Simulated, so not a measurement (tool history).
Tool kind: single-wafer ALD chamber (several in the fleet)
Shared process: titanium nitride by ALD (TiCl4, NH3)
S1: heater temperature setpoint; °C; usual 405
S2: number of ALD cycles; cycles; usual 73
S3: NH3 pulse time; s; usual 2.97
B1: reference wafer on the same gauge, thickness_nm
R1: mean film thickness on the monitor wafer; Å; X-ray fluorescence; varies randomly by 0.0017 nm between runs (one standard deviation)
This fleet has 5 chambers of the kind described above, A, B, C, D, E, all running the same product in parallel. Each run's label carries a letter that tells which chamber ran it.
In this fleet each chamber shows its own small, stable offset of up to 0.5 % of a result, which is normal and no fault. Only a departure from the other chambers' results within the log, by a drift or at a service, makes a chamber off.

{"run": "1E", "hour": 9.4, "S1": 405, "S2": 73, "S3": 2.97, "B1": 1.5496, "R1": 16.318}
{"run": "2C", "hour": 20.1, "S1": 405, "S2": 73, "S3": 2.97, "B1": 1.5496, "R1": 16.408}
{"run": "3B", "hour": 29.2, "S1": 405, "S2": 73, "S3": 2.97, "B1": 1.5496, "R1": 16.355}
{"run": "4D", "hour": 39.5, "S1": 405, "S2": 73, "S3": 2.97, "B1": 1.5494, "R1": 16.351}
{"run": "5A", "hour": 48.9, "S1": 405, "S2": 73, "S3": 2.97, "B1": 1.5489, "R1": 16.405}
{"run": "6C", "hour": 59.3, "S1": 405, "S2": 73, "S3": 2.97, "B1": 1.5492, "R1": 16.399}
{"run": "7D", "hour": 70.7, "S1": 405, "S2": 73, "S3": 2.97, "B1": 1.5489, "R1": 16.329}
{"run": "8A", "hour": 77.6, "S1": 405, "S2": 73, "S3": 2.97, "B1": 1.5488, "R1": 16.393}
{"run": "9B", "hour": 85.8, "S1": 405, "S2": 73, "S3": 2.97, "B1": 1.5487, "R1": 16.374}
{"run": "10E", "hour": 94.3, "S1": 399, "S2": 73, "S3": 3.65, "B1": 1.5482, "R1": 16.396}
{"run": "11B", "hour": 105.7, "S1": 399, "S2": 73, "S3": 3.65, "B1": 1.5481, "R1": 16.437}
{"run": "12C", "hour": 117.0, "S1": 399, "S2": 73, "S3": 3.65, "B1": 1.5479, "R1": 16.429}
{"run": "13D", "hour": 126.6, "S1": 399, "S2": 73, "S3": 3.65, "B1": 1.5482, "R1": 16.397}
{"run": "14E", "hour": 139.0, "S1": 399, "S2": 73, "S3": 3.65, "B1": 1.5478, "R1": 16.378}
{"run": "15A", "hour": 146.6, "S1": 405, "S2": 73, "S3": 3.32, "B1": 1.5478, "R1": 16.462}
{"run": "16B", "hour": 158.4, "S1": 405, "S2": 73, "S3": 3.32, "B1": 1.5479, "R1": 16.39}
{"run": "17C", "hour": 167.2, "S1": 405, "S2": 73, "S3": 3.32, "B1": 1.5474, "R1": 16.424}
{"run": "18D", "hour": 179.3, "S1": 405, "S2": 73, "S3": 3.32, "B1": 1.547, "R1": 16.367}
{"run": "19E", "hour": 191.1, "S1": 405, "S2": 73, "S3": 3.32, "B1": 1.5469, "R1": 16.321}
{"run": "20A", "hour": 200.1, "S1": 405, "S2": 73, "S3": 2.97, "B1": 1.5472, "R1": 16.35}
{"run": "21E", "hour": 211.1, "S1": 405, "S2": 73, "S3": 2.97, "B1": 1.5468, "R1": 16.268}
{"run": "22D", "hour": 220.5, "S1": 405, "S2": 73, "S3": 2.97, "B1": 1.5467, "R1": 16.312}
{"run": "23C", "hour": 227.0, "S1": 405, "S2": 73, "S3": 2.97, "B1": 1.5463, "R1": 16.356}
{"run": "24A", "hour": 240.4, "S1": 405, "S2": 73, "S3": 2.97, "B1": 1.5463, "R1": 16.338}
{"run": "25B", "hour": 252.7, "S1": 405, "S2": 73, "S3": 2.97, "B1": 1.5459, "R1": 16.33}
{"run": "26B", "hour": 260.1, "S1": 405, "S2": 73, "S3": 2.97, "B1": 1.5462, "R1": 16.333}
{"run": "27E", "hour": 270.4, "S1": 405, "S2": 73, "S3": 2.97, "B1": 1.5458, "R1": 16.276}
{"run": "28D", "hour": 282.6, "S1": 392, "S2": 73, "S3": 2.97, "B1": 1.5455, "R1": 16.147}
{"run": "29A", "hour": 289.9, "S1": 392, "S2": 73, "S3": 2.97, "B1": 1.5454, "R1": 16.246}
{"run": "30C", "hour": 297.8, "S1": 392, "S2": 73, "S3": 2.97, "B1": 1.5456, "R1": 16.232}
{"run": "31D", "hour": 307.4, "S1": 392, "S2": 73, "S3": 2.97, "B1": 1.5454, "R1": 16.171}
{"run": "32E", "hour": 315.8, "S1": 392, "S2": 73, "S3": 2.97, "B1": 1.5452, "R1": 16.185}
{"run": "33B", "hour": 322.2, "S1": 405, "S2": 73, "S3": 2.97, "B1": 1.545, "R1": 16.321}
{"hour": 325.2, "done": "chamber D: thermocouple changed; heater temperature recalibrated"}
{"run": "34C", "hour": 332.9, "S1": 405, "S2": 73, "S3": 2.97, "B1": 1.5449, "R1": 16.325}
{"run": "35A", "hour": 343.3, "S1": 398, "S2": 73, "S3": 2.97, "B1": 1.5448, "R1": 16.335}
{"run": "36E", "hour": 350.3, "S1": 398, "S2": 73, "S3": 2.97, "B1": 1.5443, "R1": 16.221}
{"run": "37D", "hour": 359.7, "S1": 398, "S2": 73, "S3": 2.97, "B1": 1.5447, "R1": 16.264}
{"run": "38C", "hour": 368.6, "S1": 398, "S2": 73, "S3": 2.97, "B1": 1.5445, "R1": 16.259}
{"run": "39B", "hour": 378.9, "S1": 398, "S2": 73, "S3": 2.97, "B1": 1.5446, "R1": 16.301}
{"run": "40A", "hour": 390.3, "S1": 405, "S2": 73, "S3": 2.97, "B1": 1.5442, "R1": 16.34}
{"run": "41E", "hour": 402.8, "S1": 405, "S2": 73, "S3": 2.97, "B1": 1.5442, "R1": 16.265}
{"run": "42A", "hour": 416.7, "S1": 405, "S2": 80, "S3": 2.97, "B1": 1.5441, "R1": 17.894}

The same settings go to every chamber for the next run, one line per chamber below. Forecast the results for each:
{"run": "43A", "hour": 426.9, "S1": 405, "S2": 73, "S3": 2.97, "R1": "?"}
{"run": "43B", "hour": 426.9, "S1": 405, "S2": 73, "S3": 2.97, "R1": "?"}
{"run": "43C", "hour": 426.9, "S1": 405, "S2": 73, "S3": 2.97, "R1": "?"}
{"run": "43D", "hour": 426.9, "S1": 405, "S2": 73, "S3": 2.97, "R1": "?"}
{"run": "43E", "hour": 426.9, "S1": 405, "S2": 73, "S3": 2.97, "R1": "?"}

run=43A R1=16.349
run=43B R1=16.353
run=43C R1=16.292
run=43D R1=16.283
run=43E R1=16.276
